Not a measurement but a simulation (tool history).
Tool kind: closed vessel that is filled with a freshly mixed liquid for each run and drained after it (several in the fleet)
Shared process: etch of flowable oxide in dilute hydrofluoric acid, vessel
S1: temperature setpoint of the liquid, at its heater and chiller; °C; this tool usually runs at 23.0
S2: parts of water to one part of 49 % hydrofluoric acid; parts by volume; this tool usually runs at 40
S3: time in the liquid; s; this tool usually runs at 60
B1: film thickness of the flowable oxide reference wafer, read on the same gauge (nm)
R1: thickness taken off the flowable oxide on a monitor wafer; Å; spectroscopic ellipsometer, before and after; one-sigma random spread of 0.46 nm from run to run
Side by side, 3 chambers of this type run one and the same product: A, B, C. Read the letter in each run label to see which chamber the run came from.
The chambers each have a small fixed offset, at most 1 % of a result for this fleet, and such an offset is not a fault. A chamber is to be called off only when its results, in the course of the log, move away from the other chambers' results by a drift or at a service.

Run 1A, day 0.479: usual settings; B1 90.010. Result: R1 472.64 Å.
Run 2B, day 0.738: usual settings; B1 90.014. Result: R1 464.69 Å.
Run 3C, day 1.262: usual settings; B1 89.980. Result: R1 466.77 Å.
Run 4A, day 1.708: usual settings; B1 90.025. Result: R1 469.32 Å.
Run 5B, day 2.117: usual settings; B1 90.017. Result: R1 465.92 Å.
Run 6C, day 2.550: usual settings; B1 90.035. Result: R1 473.39 Å.
Run 7A, day 2.879: usual settings; B1 89.990. Result: R1 467.70 Å.
Run 8C, day 3.196: usual settings; B1 90.009. Result: R1 473.17 Å.
Run 9B, day 3.567: usual settings; B1 90.003. Result: R1 459.40 Å.
Run 10C, day 3.850: usual settings; B1 90.047. Result: R1 469.07 Å.
Run 11A, day 4.233: usual settings but S3 90 s; B1 89.999. Result: R1 706.78 Å.
Run 12B, day 4.654: usual settings but S3 90 s; B1 89.980. Result: R1 689.10 Å.
Run 13C, day 5.133: usual settings but S3 90 s; B1 90.015. Result: R1 706.62 Å.
Run 14B, day 5.438: usual settings; B1 90.035. Result: R1 461.70 Å.
Run 15A, day 5.700: usual settings but S1 20.5 °C, S3 85 s; B1 89.992. Result: R1 595.61 Å.
Run 16A, day 6.092: usual settings but S1 20.5 °C, S3 85 s; B1 90.005. Result: R1 598.24 Å.
Run 17B, day 6.404: usual settings but S1 20.5 °C, S3 85 s; B1 90.000. Result: R1 588.42 Å.
Run 18C, day 6.675: usual settings; B1 90.018. Result: R1 463.99 Å.
Run 19C, day 6.988: usual settings; B1 90.005. Result: R1 470.01 Å.
Run 20A, day 7.467: usual settings; B1 89.995. Result: R1 470.25 Å.
Run 21B, day 7.829: usual settings; B1 89.990. Result: R1 460.71 Å.
Run 22C, day 8.317: usual settings; B1 90.008. Result: R1 472.23 Å.
Run 23A, day 8.783: usual settings; B1 90.026. Result: R1 469.94 Å.
Run 24B, day 9.138: usual settings; B1 90.012. Result: R1 469.46 Å.
Run 25A, day 9.379: usual settings; B1 90.009. Result: R1 459.57 Å.
Run 26C, day 9.792: usual settings; B1 90.005. Result: R1 470.56 Å.
Run 27B, day 10.262: usual settings; B1 90.006. Result: R1 461.42 Å.
Run 28B, day 10.683: usual settings; B1 90.005. Result: R1 461.62 Å.
Run 29A, day 11.008: usual settings; B1 90.011. Result: R1 469.06 Å.
Run 30C, day 11.538: usual settings; B1 89.972. Result: R1 471.01 Å.
Run 31A, day 11.858: usual settings; B1 89.996. Result: R1 459.89 Å.
Run 32B, day 12.371: usual settings but S3 90 s; B1 90.042. Result: R1 689.43 Å.
Run 33C, day 12.650: usual settings but S3 90 s; B1 89.991. Result: R1 703.92 Å.

Has any chamber moved away from the others, gradually or after a service, or does the common gauge drift, or do the chambers differ only by their own small steady offsets? State the chamber and the most likely cause if one applies.

Neither any chamber nor the gauge drifts; the chambers differ only by their own small, steady offsets.

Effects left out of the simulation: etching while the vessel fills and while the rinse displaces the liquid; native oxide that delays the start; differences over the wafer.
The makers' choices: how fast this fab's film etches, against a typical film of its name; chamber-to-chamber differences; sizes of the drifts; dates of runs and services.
